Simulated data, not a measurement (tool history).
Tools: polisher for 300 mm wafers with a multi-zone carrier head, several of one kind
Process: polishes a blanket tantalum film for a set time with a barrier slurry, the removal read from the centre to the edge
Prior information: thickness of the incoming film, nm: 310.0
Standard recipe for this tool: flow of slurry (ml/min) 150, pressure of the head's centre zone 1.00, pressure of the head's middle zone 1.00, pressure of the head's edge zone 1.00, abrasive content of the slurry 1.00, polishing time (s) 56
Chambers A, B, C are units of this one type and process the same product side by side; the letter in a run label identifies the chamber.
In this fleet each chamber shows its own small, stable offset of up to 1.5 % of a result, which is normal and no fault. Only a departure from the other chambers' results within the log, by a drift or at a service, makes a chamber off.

run   hour  flow of slurry (ml/min)  pressure of the head's centre zone  pressure of the head's middle zone  pressure of the head's edge zone  abrasive content of the slurry  polishing time (s)  film removed at the wafer's centre (nm)  film removed at mid-radius (nm)  film removed at the wafer's edge (nm)
 1A    3.9                      150                                1.00                                1.00                              1.00                            1.00                  56                                  103.380                          100.050                                105.150
 2C    8.8                      150                                1.00                                1.00                              1.00                            1.00                  56                                  100.310                          103.240                                102.790
      12.9  -- chamber B: worn pad replaced by a new one
 3B   14.3                      150                                1.00                                1.00                              1.00                            1.00                  56                                  101.490                          102.300                                103.690
 4A   17.6                      150                                1.00                                1.00                              1.00                            1.00                  56                                  103.920                          100.430                                103.520
      22.1  -- chamber A: centre zone pressure recalibrated
 5B   24.1                      150                                1.00                                1.00                              1.00                            1.00                  56                                  100.790                          103.890                                103.470
 6C   27.4                      150                                1.04                                1.00                              1.00                            0.90                  56                                  102.630                           97.295                                 99.138
 7B   31.5                      150                                1.04                                1.00                              1.00                            0.90                  56                                  103.810                          101.300                                101.660
 8A   35.9                      150                                1.04                                1.00                              1.00                            0.90                  56                                  102.160                           99.755                                100.420
      38.8  -- chamber A: worn pad replaced by a new one
 9C   42.0                      150                                1.00                                1.00                              1.00                            1.00                  56                                  102.620                          101.210                                102.950
10B   48.4                      150                                1.00                                1.00                              1.00                            0.75                  56                                   93.049                           95.212                                 94.568
11C   54.2                      150                                1.00                                1.00                              1.00                            0.75                  56                                   93.051                           93.296                                 93.817
12A   58.9                      150                                1.00                                1.00                              1.00                            0.75                  56                                   95.258                           93.166                                 95.930
      63.1  -- chamber B: worn pad replaced by a new one
13A   63.4                      150                                1.00                                1.00                              1.00                            1.00                  56                                  103.550                          101.870                                104.740
      66.4  -- chamber C: worn pad replaced by a new one
14C   69.3                      150                                1.00                                1.00                              1.00                            1.00                  56                                   97.172                          101.510                                101.430
15B   73.0                      150                                1.00                                1.00                              1.00                            1.00                  56                                  101.890                          102.340                                102.920
16A   76.7                      150                                1.00                                0.88                              1.09                            1.00                  56                                  104.720                           89.777                                110.300
17B   81.1                      150                                1.00                                0.88                              1.09                            1.00                  56                                  101.140                           91.862                                108.510
18C   84.6                      150                                1.00                                0.88                              1.09                            1.00                  56                                   95.433                           89.897                                109.040
19A   90.5                      150                                1.00                                1.00                              1.00                            1.00                  56                                  102.260                          102.630                                103.510
20C   94.0                      150                                1.00                                1.00                              1.00                            1.00                  56                                   95.123                          100.060                                103.110
21B   98.3                      150                                1.00                                1.00                              1.00                            1.00                  71                                  129.770                          132.100                                130.630
22A  103.3                      150                                1.00                                1.00                              1.00                            1.00                  71                                  130.760                          128.020                                133.900
23B  106.4                      150                                1.00                                1.00                              1.00                            1.00                  71                                  128.660                          130.440                                129.410
24C  111.9                      150                                1.00                                1.00                              1.00                            1.00                  56                                   91.302                          101.680                                104.510

All 3 chambers run these settings next. Forecast each chamber's results:
25A  116.8                      150                                1.00                                1.00                              1.00                            1.00                  56                                        ?                                ?                                      ?
25B  116.8                      150                                1.00                                1.00                              1.00                            1.00                  56                                        ?                                ?                                      ?
25C  116.8                      150                                1.00                                1.00                              1.00                            1.00                  56                                        ?                                ?                                      ?

run  film removed at the wafer's centre (nm)  film removed at mid-radius (nm)  film removed at the wafer's edge (nm)
25A                                  102.780                          101.600                                104.400
25B                                  100.610                          103.780                                102.010
25C                                   91.417                          101.590                                102.470
